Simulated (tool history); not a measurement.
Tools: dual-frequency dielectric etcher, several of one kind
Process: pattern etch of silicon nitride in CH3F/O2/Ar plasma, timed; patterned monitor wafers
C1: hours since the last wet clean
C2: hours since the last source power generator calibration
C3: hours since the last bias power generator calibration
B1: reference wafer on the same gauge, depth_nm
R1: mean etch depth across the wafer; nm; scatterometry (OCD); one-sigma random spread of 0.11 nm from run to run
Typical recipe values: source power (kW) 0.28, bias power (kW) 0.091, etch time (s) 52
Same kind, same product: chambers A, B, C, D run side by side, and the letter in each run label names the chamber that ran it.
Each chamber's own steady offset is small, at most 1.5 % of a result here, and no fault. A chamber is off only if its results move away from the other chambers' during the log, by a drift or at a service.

{"run": "1D", "hour": 10.4, "source power (kW)": 0.28, "bias power (kW)": 0.091, "etch time (s)": 52, "C1": 606.1, "C2": 1935.1, "C3": 777.8, "B1": 28.287, "R1": 34.647}
{"hour": 19.1, "done": "chamber D: wet clean of the chamber"}
{"run": "2C", "hour": 19.9, "source power (kW)": 0.28, "bias power (kW)": 0.091, "etch time (s)": 52, "C1": 330.1, "C2": 2164.7, "C3": 369.4, "B1": 28.311, "R1": 34.576}
{"run": "3A", "hour": 29.8, "source power (kW)": 0.28, "bias power (kW)": 0.091, "etch time (s)": 52, "C1": 350.4, "C2": 418.7, "C3": 665.4, "B1": 28.297, "R1": 34.176}
{"hour": 35.7, "done": "chamber B: bias power generator calibrated"}
{"run": "4B", "hour": 39.7, "source power (kW)": 0.28, "bias power (kW)": 0.091, "etch time (s)": 52, "C1": 118.8, "C2": 1804.9, "C3": 4.1, "B1": 28.284, "R1": 34.935}
{"run": "5A", "hour": 48.9, "source power (kW)": 0.28, "bias power (kW)": 0.091, "etch time (s)": 52, "C1": 369.5, "C2": 437.8, "C3": 684.5, "B1": 28.286, "R1": 34.312}
{"run": "6B", "hour": 61.3, "source power (kW)": 0.28, "bias power (kW)": 0.091, "etch time (s)": 52, "C1": 140.4, "C2": 1826.5, "C3": 25.7, "B1": 28.315, "R1": 35}
{"run": "7C", "hour": 70.5, "source power (kW)": 0.28, "bias power (kW)": 0.091, "etch time (s)": 52, "C1": 380.7, "C2": 2215.3, "C3": 420, "B1": 28.312, "R1": 34.562}
{"run": "8D", "hour": 78.7, "source power (kW)": 0.28, "bias power (kW)": 0.091, "etch time (s)": 52, "C1": 59.6, "C2": 2003.4, "C3": 846.1, "B1": 28.312, "R1": 34.68}
{"run": "9D", "hour": 85.0, "source power (kW)": 0.28, "bias power (kW)": 0.091, "etch time (s)": 52, "C1": 65.9, "C2": 2009.7, "C3": 852.4, "B1": 28.293, "R1": 34.732}
{"run": "10C", "hour": 94.3, "source power (kW)": 0.28, "bias power (kW)": 0.091, "etch time (s)": 52, "C1": 404.5, "C2": 2239.1, "C3": 443.8, "B1": 28.321, "R1": 34.638}
{"run": "11A", "hour": 107.4, "source power (kW)": 0.28, "bias power (kW)": 0.091, "etch time (s)": 52, "C1": 428, "C2": 496.3, "C3": 743, "B1": 28.281, "R1": 34.422}
{"run": "12B", "hour": 120.0, "source power (kW)": 0.28, "bias power (kW)": 0.091, "etch time (s)": 52, "C1": 199.1, "C2": 1885.2, "C3": 84.4, "B1": 28.301, "R1": 35.047}
{"run": "13A", "hour": 126.4, "source power (kW)": 0.33, "bias power (kW)": 0.091, "etch time (s)": 46.5, "C1": 447, "C2": 515.3, "C3": 762, "B1": 28.292, "R1": 32.712}
{"run": "14B", "hour": 139.0, "source power (kW)": 0.33, "bias power (kW)": 0.091, "etch time (s)": 46.5, "C1": 218.1, "C2": 1904.2, "C3": 103.4, "B1": 28.322, "R1": 33.305}
{"hour": 145.4, "done": "chamber A: wet clean of the chamber"}
{"run": "15D", "hour": 146.2, "source power (kW)": 0.33, "bias power (kW)": 0.091, "etch time (s)": 46.5, "C1": 127.1, "C2": 2070.9, "C3": 913.6, "B1": 28.314, "R1": 33.055}
{"run": "16C", "hour": 156.2, "source power (kW)": 0.33, "bias power (kW)": 0.091, "etch time (s)": 46.5, "C1": 466.4, "C2": 2301, "C3": 505.7, "B1": 28.305, "R1": 32.843}
{"run": "17D", "hour": 168.9, "source power (kW)": 0.28, "bias power (kW)": 0.091, "etch time (s)": 52, "C1": 149.8, "C2": 2093.6, "C3": 936.3, "B1": 28.297, "R1": 34.575}
{"run": "18B", "hour": 178.4, "source power (kW)": 0.28, "bias power (kW)": 0.091, "etch time (s)": 52, "C1": 257.5, "C2": 1943.6, "C3": 142.8, "B1": 28.301, "R1": 34.932}
{"run": "19A", "hour": 188.4, "source power (kW)": 0.28, "bias power (kW)": 0.091, "etch time (s)": 52, "C1": 43.1, "C2": 577.3, "C3": 824, "B1": 28.286, "R1": 33.635}
{"run": "20C", "hour": 200.9, "source power (kW)": 0.28, "bias power (kW)": 0.091, "etch time (s)": 52, "C1": 511.1, "C2": 2345.7, "C3": 550.4, "B1": 28.291, "R1": 34.661}
{"run": "21B", "hour": 206.9, "source power (kW)": 0.32, "bias power (kW)": 0.091, "etch time (s)": 52, "C1": 286, "C2": 1972.1, "C3": 171.3, "B1": 28.284, "R1": 36.767}
{"run": "22D", "hour": 216.1, "source power (kW)": 0.32, "bias power (kW)": 0.091, "etch time (s)": 52, "C1": 197, "C2": 2140.8, "C3": 983.5, "B1": 28.306, "R1": 36.466}
{"run": "23C", "hour": 222.8, "source power (kW)": 0.32, "bias power (kW)": 0.091, "etch time (s)": 52, "C1": 533, "C2": 2367.6, "C3": 572.3, "B1": 28.301, "R1": 36.425}
{"hour": 228.0, "done": "chamber C: wet clean of the chamber"}
{"run": "24A", "hour": 231.7, "source power (kW)": 0.32, "bias power (kW)": 0.091, "etch time (s)": 52, "C1": 86.4, "C2": 620.6, "C3": 867.3, "B1": 28.296, "R1": 35.475}
{"run": "25D", "hour": 241.3, "source power (kW)": 0.28, "bias power (kW)": 0.091, "etch time (s)": 52, "C1": 222.2, "C2": 2166, "C3": 1008.7, "B1": 28.324, "R1": 34.626}
{"run": "26C", "hour": 252.1, "source power (kW)": 0.28, "bias power (kW)": 0.091, "etch time (s)": 52, "C1": 24.1, "C2": 2396.9, "C3": 601.6, "B1": 28.312, "R1": 34.771}
{"run": "27B", "hour": 264.1, "source power (kW)": 0.28, "bias power (kW)": 0.091, "etch time (s)": 52, "C1": 343.2, "C2": 2029.3, "C3": 228.5, "B1": 28.312, "R1": 34.887}
{"run": "28A", "hour": 276.2, "source power (kW)": 0.28, "bias power (kW)": 0.091, "etch time (s)": 52, "C1": 130.9, "C2": 665.1, "C3": 911.8, "B1": 28.293, "R1": 33.549}
{"run": "29D", "hour": 285.7, "source power (kW)": 0.28, "bias power (kW)": 0.091, "etch time (s)": 52, "C1": 266.6, "C2": 2210.4, "C3": 1053.1, "B1": 28.289, "R1": 34.749}
{"run": "30A", "hour": 293.8, "source power (kW)": 0.28, "bias power (kW)": 0.091, "etch time (s)": 52, "C1": 148.5, "C2": 682.7, "C3": 929.4, "B1": 28.296, "R1": 33.687}
{"hour": 295.2, "done": "chamber B: wet clean of the chamber"}
{"run": "31B", "hour": 302.6, "source power (kW)": 0.28, "bias power (kW)": 0.091, "etch time (s)": 52, "C1": 7.4, "C2": 2067.8, "C3": 267, "B1": 28.308, "R1": 35.042}
{"run": "32C", "hour": 314.8, "source power (kW)": 0.28, "bias power (kW)": 0.091, "etch time (s)": 52, "C1": 86.8, "C2": 2459.6, "C3": 664.3, "B1": 28.288, "R1": 34.435}
{"run": "33C", "hour": 320.7, "source power (kW)": 0.28, "bias power (kW)": 0.091, "etch time (s)": 52, "C1": 92.7, "C2": 2465.5, "C3": 670.2, "B1": 28.285, "R1": 34.591}
{"run": "34A", "hour": 333.9, "source power (kW)": 0.28, "bias power (kW)": 0.091, "etch time (s)": 52, "C1": 188.6, "C2": 722.8, "C3": 969.5, "B1": 28.302, "R1": 33.433}
{"hour": 336.6, "done": "chamber D: source power generator calibrated"}
{"run": "35D", "hour": 340.0, "source power (kW)": 0.28, "bias power (kW)": 0.091, "etch time (s)": 52, "C1": 320.9, "C2": 3.4, "C3": 1107.4, "B1": 28.305, "R1": 34.663}
{"run": "36B", "hour": 351.2, "source power (kW)": 0.28, "bias power (kW)": 0.091, "etch time (s)": 52, "C1": 56, "C2": 2116.4, "C3": 315.6, "B1": 28.311, "R1": 35.008}
{"run": "37A", "hour": 363.4, "source power (kW)": 0.23, "bias power (kW)": 0.091, "etch time (s)": 47.5, "C1": 218.1, "C2": 752.3, "C3": 999, "B1": 28.297, "R1": 28.629}
{"run": "38C", "hour": 374.4, "source power (kW)": 0.23, "bias power (kW)": 0.091, "etch time (s)": 47.5, "C1": 146.4, "C2": 2519.2, "C3": 723.9, "B1": 28.29, "R1": 29.449}
{"run": "39D", "hour": 385.5, "source power (kW)": 0.23, "bias power (kW)": 0.091, "etch time (s)": 47.5, "C1": 366.4, "C2": 48.9, "C3": 1152.9, "B1": 28.294, "R1": 29.334}

All chambers now run identical settings, listed one chamber a line with results as question marks. What results will each chamber show?
{"run": "40A", "hour": 394.9, "source power (kW)": 0.28, "bias power (kW)": 0.091, "etch time (s)": 52, "R1": "?"}
{"run": "40B", "hour": 394.9, "source power (kW)": 0.28, "bias power (kW)": 0.091, "etch time (s)": 52, "R1": "?"}
{"run": "40C", "hour": 394.9, "source power (kW)": 0.28, "bias power (kW)": 0.091, "etch time (s)": 52, "R1": "?"}
{"run": "40D", "hour": 394.9, "source power (kW)": 0.28, "bias power (kW)": 0.091, "etch time (s)": 52, "R1": "?"}

run=40A R1=33.365
run=40B R1=34.975
run=40C R1=34.541
run=40D R1=34.526

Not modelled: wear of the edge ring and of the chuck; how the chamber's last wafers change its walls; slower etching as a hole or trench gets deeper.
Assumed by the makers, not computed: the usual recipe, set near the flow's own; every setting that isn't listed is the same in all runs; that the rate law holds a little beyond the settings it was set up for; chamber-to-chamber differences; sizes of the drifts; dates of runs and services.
